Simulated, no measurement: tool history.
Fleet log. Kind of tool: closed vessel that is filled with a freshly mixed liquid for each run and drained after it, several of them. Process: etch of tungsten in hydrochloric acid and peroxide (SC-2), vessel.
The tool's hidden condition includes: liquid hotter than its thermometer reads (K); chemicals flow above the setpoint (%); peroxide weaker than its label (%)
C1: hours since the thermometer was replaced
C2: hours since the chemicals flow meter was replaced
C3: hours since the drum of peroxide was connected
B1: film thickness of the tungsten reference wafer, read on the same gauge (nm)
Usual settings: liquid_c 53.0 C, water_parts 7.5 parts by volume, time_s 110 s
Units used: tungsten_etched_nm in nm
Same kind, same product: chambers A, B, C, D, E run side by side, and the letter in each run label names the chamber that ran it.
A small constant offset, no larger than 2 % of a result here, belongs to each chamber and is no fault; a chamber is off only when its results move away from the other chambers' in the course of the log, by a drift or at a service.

run 1E day=0.221 | liquid_c=53.0 water_parts=7.5 time_s=110 | C1=990.9 C2=457.1 C3=338.2 | B1=29.993 | tungsten_etched_nm=19.183
run 2C day=0.446 | liquid_c=53.0 water_parts=7.5 time_s=110 | C1=255.0 C2=814.3 C3=54.7 | B1=30.007 | tungsten_etched_nm=18.858
run 3A day=0.738 | liquid_c=53.0 water_parts=7.5 time_s=110 | C1=601.6 C2=806.1 C3=372.9 | B1=30.001 | tungsten_etched_nm=18.872
run 4D day=1.079 | liquid_c=53.0 water_parts=7.5 time_s=110 | C1=935.8 C2=650.6 C3=186.2 | B1=30.031 | tungsten_etched_nm=19.081
run 5B day=1.300 | liquid_c=53.0 water_parts=7.5 time_s=110 | C1=2194.6 C2=1851.2 C3=239.5 | B1=30.023 | tungsten_etched_nm=19.135
run 6D day=1.604 | liquid_c=53.0 water_parts=7.5 time_s=110 | C1=948.4 C2=663.2 C3=198.8 | B1=30.000 | tungsten_etched_nm=19.104
run 7C day=1.788 | liquid_c=53.0 water_parts=7.5 time_s=110 | C1=287.2 C2=846.5 C3=86.9 | B1=29.979 | tungsten_etched_nm=18.601
run 8B day=2.112 | liquid_c=53.0 water_parts=7.5 time_s=110 | C1=2214.1 C2=1870.7 C3=259.0 | B1=30.005 | tungsten_etched_nm=19.126
run 9E day=2.333 | liquid_c=53.0 water_parts=7.5 time_s=110 | C1=1041.6 C2=507.8 C3=388.9 | B1=29.974 | tungsten_etched_nm=19.440
run 10A day=2.625 | liquid_c=53.0 water_parts=7.5 time_s=110 | C1=646.9 C2=851.4 C3=418.2 | B1=29.964 | tungsten_etched_nm=19.005
run 11A day=2.875 | liquid_c=53.0 water_parts=7.5 time_s=110 | C1=652.9 C2=857.4 C3=424.2 | B1=30.025 | tungsten_etched_nm=18.835
run 12D day=3.079 | liquid_c=53.0 water_parts=7.5 time_s=110 | C1=983.8 C2=698.6 C3=234.2 | B1=30.032 | tungsten_etched_nm=19.125
run 13E day=3.412 | liquid_c=53.0 water_parts=7.5 time_s=110 | C1=1067.5 C2=533.7 C3=414.8 | B1=29.992 | tungsten_etched_nm=19.310
run 14B day=3.583 | liquid_c=43.5 water_parts=7.5 time_s=130 | C1=2249.4 C2=1906.0 C3=294.3 | B1=29.997 | tungsten_etched_nm=12.005
run 15C day=3.738 | liquid_c=43.5 water_parts=7.5 time_s=130 | C1=334.0 C2=893.3 C3=133.7 | B1=30.004 | tungsten_etched_nm=11.594
run 16D day=3.950 | liquid_c=43.5 water_parts=7.5 time_s=130 | C1=1004.7 C2=719.5 C3=255.1 | B1=30.028 | tungsten_etched_nm=11.792
run 17B day=4.254 | liquid_c=43.5 water_parts=7.5 time_s=130 | C1=2265.5 C2=1922.1 C3=310.4 | B1=30.018 | tungsten_etched_nm=11.946
run 18A day=4.408 | liquid_c=43.5 water_parts=7.5 time_s=130 | C1=689.7 C2=894.2 C3=461.0 | B1=30.014 | tungsten_etched_nm=11.966
run 19E day=4.617 | liquid_c=53.0 water_parts=7.5 time_s=110 | C1=1096.4 C2=562.6 C3=443.7 | B1=29.991 | tungsten_etched_nm=19.138
run 20C day=4.892 | liquid_c=53.0 water_parts=7.5 time_s=110 | C1=361.7 C2=921.0 C3=161.4 | B1=29.977 | tungsten_etched_nm=18.610
run 21C day=5.146 | liquid_c=46.0 water_parts=7.5 time_s=110 | C1=367.8 C2=927.1 C3=167.5 | B1=30.000 | tungsten_etched_nm=11.708
run 22D day=5.433 | liquid_c=46.0 water_parts=7.5 time_s=110 | C1=1040.3 C2=755.1 C3=290.7 | B1=30.001 | tungsten_etched_nm=12.009
run 23A day=5.650 | liquid_c=46.0 water_parts=7.5 time_s=110 | C1=719.5 C2=924.0 C3=490.8 | B1=30.036 | tungsten_etched_nm=11.639
-- day=5.712 chamber D: chemicals flow meter replaced
run 24E day=5.829 | liquid_c=46.0 water_parts=7.5 time_s=110 | C1=1125.5 C2=591.7 C3=472.8 | B1=29.980 | tungsten_etched_nm=11.991
-- day=5.879 chamber E: thermometer replaced
run 25B day=6.042 | liquid_c=46.0 water_parts=7.5 time_s=110 | C1=2308.4 C2=1965.0 C3=353.3 | B1=29.995 | tungsten_etched_nm=12.101
run 26D day=6.275 | liquid_c=53.0 water_parts=7.5 time_s=110 | C1=1060.5 C2=13.5 C3=310.9 | B1=30.021 | tungsten_etched_nm=19.254
run 27C day=6.475 | liquid_c=53.0 water_parts=7.5 time_s=110 | C1=399.7 C2=959.0 C3=199.4 | B1=29.999 | tungsten_etched_nm=18.806
run 28E day=6.704 | liquid_c=53.0 water_parts=7.5 time_s=110 | C1=19.9 C2=612.7 C3=493.8 | B1=29.991 | tungsten_etched_nm=19.007
run 29B day=6.983 | liquid_c=53.0 water_parts=7.5 time_s=110 | C1=2331.0 C2=1987.6 C3=375.9 | B1=29.978 | tungsten_etched_nm=19.178
run 30A day=7.262 | liquid_c=53.0 water_parts=7.5 time_s=110 | C1=758.2 C2=962.7 C3=529.5 | B1=30.037 | tungsten_etched_nm=18.284
run 31E day=7.579 | liquid_c=53.0 water_parts=7.5 time_s=110 | C1=40.9 C2=633.7 C3=514.8 | B1=30.009 | tungsten_etched_nm=19.235
run 32C day=7.917 | liquid_c=53.0 water_parts=7.5 time_s=110 | C1=434.3 C2=993.6 C3=234.0 | B1=29.992 | tungsten_etched_nm=18.563
run 33B day=8.075 | liquid_c=53.0 water_parts=7.5 time_s=110 | C1=2357.2 C2=2013.8 C3=402.1 | B1=30.033 | tungsten_etched_nm=19.220
run 34A day=8.292 | liquid_c=53.0 water_parts=7.5 time_s=110 | C1=782.9 C2=987.4 C3=554.2 | B1=30.024 | tungsten_etched_nm=18.219
run 35D day=8.479 | liquid_c=53.0 water_parts=7.5 time_s=110 | C1=1113.4 C2=66.4 C3=363.8 | B1=30.031 | tungsten_etched_nm=19.117
run 36C day=8.704 | liquid_c=53.0 water_parts=7.5 time_s=110 | C1=453.2 C2=1012.5 C3=252.9 | B1=29.980 | tungsten_etched_nm=18.673
run 37E day=8.892 | liquid_c=53.0 water_parts=7.5 time_s=110 | C1=72.4 C2=665.2 C3=546.3 | B1=30.012 | tungsten_etched_nm=19.337
-- day=8.958 chamber B: new drum of peroxide connected
run 38A day=9.092 | liquid_c=53.0 water_parts=7.5 time_s=110 | C1=802.1 C2=1006.6 C3=573.4 | B1=30.010 | tungsten_etched_nm=18.067
run 39B day=9.412 | liquid_c=53.0 water_parts=7.5 time_s=110 | C1=2389.3 C2=2045.9 C3=11.0 | B1=30.010 | tungsten_etched_nm=19.324
run 40D day=9.583 | liquid_c=53.0 water_parts=7.5 time_s=110 | C1=1139.9 C2=92.9 C3=390.3 | B1=30.009 | tungsten_etched_nm=19.099
run 41C day=9.767 | liquid_c=53.0 water_parts=7.5 time_s=110 | C1=478.7 C2=1038.0 C3=278.4 | B1=29.993 | tungsten_etched_nm=18.375
run 42B day=10.108 | liquid_c=53.0 water_parts=7.5 time_s=110 | C1=2406.0 C2=2062.6 C3=27.7 | B1=30.004 | tungsten_etched_nm=19.179
run 43A day=10.392 | liquid_c=53.0 water_parts=7.5 time_s=110 | C1=833.3 C2=1037.8 C3=604.6 | B1=30.031 | tungsten_etched_nm=17.470

Which is it: a chamber that has drifted or been left off by a service, a gauge drift common to all chambers, or only each chamber's usual small offset? If a chamber is off, name it and its likeliest cause.

Little by little, chamber A moves away from the other chambers.
Most likely cause: peroxide weaker than its label (%) = 8.3.
It could be hard to tell apart here from: liquid colder than its thermometer reads (K); chemicals flow below the setpoint (%).

Which of the 4 candidates below, each the usual settings with something changed and its results left as question marks, puts chamber A back in line with what the other chambers give on the usual settings?
To be in line, a result may differ from the other chambers' mean on the usual settings by at most: tungsten_etched_nm 0.570 nm
run 44A-1 day=10.638 | liquid_c=52.5 water_parts=7.5 time_s=110 | tungsten_etched_nm=?
run 44A-2 day=10.638 | liquid_c=52.5 water_parts=7.5 time_s=105 | tungsten_etched_nm=?
run 44A-3 day=10.638 | liquid_c=53.5 water_parts=7.5 time_s=110 | tungsten_etched_nm=?
run 44A-4 day=10.638 | liquid_c=53.0 water_parts=7.5 time_s=120 | tungsten_etched_nm=?

The other chambers' mean on the usual settings: tungsten_etched_nm 19.098 nm
run=44A-1 tungsten_etched_nm=16.976
run=44A-2 tungsten_etched_nm=16.204
run=44A-3 tungsten_etched_nm=18.100
run=44A-4 tungsten_etched_nm=19.123
With 44A-4, the chamber falls back in line with the rest.

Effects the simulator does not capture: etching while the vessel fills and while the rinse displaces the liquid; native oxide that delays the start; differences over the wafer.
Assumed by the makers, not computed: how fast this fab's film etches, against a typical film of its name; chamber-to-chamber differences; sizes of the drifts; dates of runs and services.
